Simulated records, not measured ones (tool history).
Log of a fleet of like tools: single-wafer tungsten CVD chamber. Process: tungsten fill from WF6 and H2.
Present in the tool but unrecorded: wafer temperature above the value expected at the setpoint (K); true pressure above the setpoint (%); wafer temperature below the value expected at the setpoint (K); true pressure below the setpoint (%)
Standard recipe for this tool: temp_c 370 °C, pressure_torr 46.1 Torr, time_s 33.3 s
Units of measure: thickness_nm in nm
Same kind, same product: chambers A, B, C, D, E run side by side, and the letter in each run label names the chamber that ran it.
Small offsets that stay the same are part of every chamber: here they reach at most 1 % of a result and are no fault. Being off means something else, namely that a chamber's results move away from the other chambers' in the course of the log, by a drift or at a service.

run,hour,temp_c,pressure_torr,time_s,hours since the last thermocouple change,hours since the last manometer calibration,"read-back reference wafer on the same gauge, thickness_nm",thickness_nm
1C,2,370,46.1,33.3,933.3,1150,66.928,65.755
2E,5.7,370,46.1,33.3,699.3,1617.1,66.879,65.063
3A,8.7,370,46.1,33.3,211.2,375.5,66.87,65.54
4B,11.2,370,46.1,33.3,1401.9,861.6,66.962,65.93
5D,14.8,362,51.9,33.3,1333.2,502.2,66.855,58.203
6E,18.2,362,51.9,33.3,711.8,1629.6,66.883,58.177
7A,22.5,362,51.9,33.3,225,389.3,67.004,57.605
8D,25.2,362,51.9,33.3,1343.6,512.6,66.873,58.746
9C,28,362,51.9,33.3,959.3,1176,66.88,57.795
10B,31.9,370,46.1,33.3,1422.6,882.3,66.918,65.392
11B,34.3,370,46.1,33.3,1425,884.7,66.825,65.323
12D,38.2,370,46.1,33.3,1356.6,525.6,66.912,65.208
13C,42.4,370,46.1,33.3,973.7,1190.4,66.927,65.493
14A,46.2,370,46.1,33.3,248.7,413,66.947,65.157
# hour 49.2: chamber C: capacitance manometer re-zeroed and calibrated
15E,50.4,370,46.1,33.3,744,1661.8,66.83,64.763
16C,54,370,46.1,33.3,985.3,4.8,66.956,65.045
17E,56.9,380,46.1,37,750.5,1668.3,66.917,88.321
18A,60.1,380,46.1,37,262.6,426.9,66.896,90.02
19D,63,380,46.1,37,1381.4,550.4,66.96,89.332
20B,67.3,380,46.1,37,1458,917.7,66.874,90.148
21D,70.1,380,46.1,37,1388.5,557.5,66.921,89.575
22B,72.1,370,46.1,33.3,1462.8,922.5,66.833,65.693
23E,75.4,370,46.1,33.3,769,1686.8,66.816,62.869
24C,79.7,370,46.1,33.3,1011,30.5,66.931,65.523
25A,81.9,370,46.1,33.3,284.4,448.7,66.901,65.579
26A,86.3,370,46.1,33.3,288.8,453.1,66.84,65.417
27B,89.2,370,46.1,33.3,1479.9,939.6,66.913,65.013
28D,93.5,370,46.1,33.3,1411.9,580.9,66.83,65.237
29C,95.8,370,46.1,33.3,1027.1,46.6,66.862,65.454
30E,99.2,370,46.1,33.3,792.8,1710.6,66.827,61.724

Next, every chamber runs the same settings. What will each give?
31A,102.5,370,46.1,33.3,,,,?
31B,102.5,370,46.1,33.3,,,,?
31C,102.5,370,46.1,33.3,,,,?
31D,102.5,370,46.1,33.3,,,,?
31E,102.5,370,46.1,33.3,,,,?

run,thickness_nm
31A,65.051
31B,65.275
31C,65.244
31D,65.467
31E,62.312
